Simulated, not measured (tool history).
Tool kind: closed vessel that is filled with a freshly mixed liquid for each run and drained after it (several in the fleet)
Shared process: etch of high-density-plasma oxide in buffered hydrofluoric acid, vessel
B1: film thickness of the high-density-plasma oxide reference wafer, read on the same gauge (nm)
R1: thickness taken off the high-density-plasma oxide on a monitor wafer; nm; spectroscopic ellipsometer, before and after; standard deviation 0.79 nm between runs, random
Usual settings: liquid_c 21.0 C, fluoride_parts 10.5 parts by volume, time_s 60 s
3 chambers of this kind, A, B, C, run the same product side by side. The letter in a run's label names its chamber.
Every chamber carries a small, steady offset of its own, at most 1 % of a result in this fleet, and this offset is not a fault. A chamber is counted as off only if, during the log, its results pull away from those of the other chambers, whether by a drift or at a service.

Run 1C, day 0.188: usual settings; B1 70.006. Result: R1 117.500 nm.
Run 2B, day 0.433: usual settings; B1 69.966. Result: R1 116.930 nm.
Run 3A, day 0.679: usual settings; B1 70.009. Result: R1 117.880 nm.
At day 0.821: chamber B: thermometer replaced.
Run 4C, day 0.871: usual settings; B1 69.989. Result: R1 120.650 nm.
Run 5B, day 1.125: usual settings; B1 70.032. Result: R1 119.820 nm.
Run 6A, day 1.254: usual settings; B1 70.012. Result: R1 119.090 nm.
Run 7C, day 1.442: usual settings; B1 70.009. Result: R1 119.510 nm.
Run 8B, day 1.683: usual settings; B1 69.993. Result: R1 119.100 nm.
At day 1.804: chamber A: thermometer replaced.
Run 9A, day 1.825: usual settings; B1 70.022. Result: R1 119.980 nm.
Run 10A, day 2.058: usual settings; B1 70.031. Result: R1 120.060 nm.
Run 11C, day 2.288: usual settings but fluoride_parts 7.0 parts by volume; B1 69.987. Result: R1 174.750 nm.
Run 12B, day 2.533: usual settings but fluoride_parts 7.0 parts by volume; B1 70.026. Result: R1 175.310 nm.
Run 13C, day 2.746: usual settings but fluoride_parts 7.0 parts by volume; B1 70.024. Result: R1 175.470 nm.
Run 14A, day 2.938: usual settings; B1 69.995. Result: R1 120.050 nm.
Run 15B, day 3.071: usual settings; B1 70.013. Result: R1 120.370 nm.
Run 16C, day 3.338: usual settings but liquid_c 25.5 C, time_s 85 s; B1 70.005. Result: R1 214.430 nm.
Run 17B, day 3.517: usual settings but liquid_c 25.5 C, time_s 85 s; B1 69.980. Result: R1 215.110 nm.
Run 18A, day 3.646: usual settings but liquid_c 25.5 C, time_s 85 s; B1 70.029. Result: R1 219.010 nm.
Run 19B, day 3.883: usual settings; B1 69.991. Result: R1 117.780 nm.
At day 4.046: chamber A: hydrofluoric acid flow meter replaced.
Run 20A, day 4.138: usual settings; B1 70.011. Result: R1 119.050 nm.
Run 21C, day 4.321: usual settings; B1 69.982. Result: R1 120.030 nm.
Run 22A, day 4.596: usual settings; B1 70.041. Result: R1 118.850 nm.
Run 23B, day 4.829: usual settings; B1 70.016. Result: R1 115.700 nm.
Run 24C, day 5.058: usual settings; B1 69.976. Result: R1 119.340 nm.
Run 25A, day 5.229: usual settings; B1 70.039. Result: R1 119.340 nm.
Run 26C, day 5.483: usual settings; B1 69.986. Result: R1 117.950 nm.
Run 27B, day 5.717: usual settings; B1 70.006. Result: R1 115.230 nm.
Run 28B, day 5.979: usual settings; B1 69.989. Result: R1 113.340 nm.
Run 29C, day 6.171: usual settings; B1 70.016. Result: R1 118.720 nm.
Run 30A, day 6.312: usual settings; B1 70.014. Result: R1 121.100 nm.
Run 31B, day 6.446: usual settings; B1 70.034. Result: R1 114.180 nm.
Run 32C, day 6.583: usual settings; B1 70.000. Result: R1 118.800 nm.
Run 33A, day 6.825: usual settings; B1 70.029. Result: R1 119.700 nm.
Run 34A, day 7.088: usual settings; B1 70.011. Result: R1 118.830 nm.
Run 35C, day 7.258: usual settings but fluoride_parts 8.0 parts by volume, time_s 50 s; B1 69.992. Result: R1 126.410 nm.
Run 36B, day 7.529: usual settings but fluoride_parts 8.0 parts by volume, time_s 50 s; B1 70.008. Result: R1 118.610 nm.
Run 37C, day 7.796: usual settings but fluoride_parts 8.0 parts by volume, time_s 50 s; B1 70.042. Result: R1 126.800 nm.
Run 38B, day 8.038: usual settings but liquid_c 24.0 C, time_s 35 s; B1 69.994. Result: R1 75.812 nm.
Run 39A, day 8.233: usual settings but liquid_c 24.0 C, time_s 35 s; B1 70.031. Result: R1 83.021 nm.
Run 40A, day 8.446: usual settings but liquid_c 24.0 C, time_s 35 s; B1 69.998. Result: R1 82.081 nm.
Run 41B, day 8.729: usual settings; B1 69.988. Result: R1 108.580 nm.

Predict what each chamber gives when all 3 of them run the settings below next.
Run 42A, day 8.929: usual settings but liquid_c 19.0 C. Result: R1 ?.
Run 42B, day 8.929: usual settings but liquid_c 19.0 C. Result: R1 ?.
Run 42C, day 8.929: usual settings but liquid_c 19.0 C. Result: R1 ?.

run       R1
42A  105.950
42B   98.457
42C  104.870
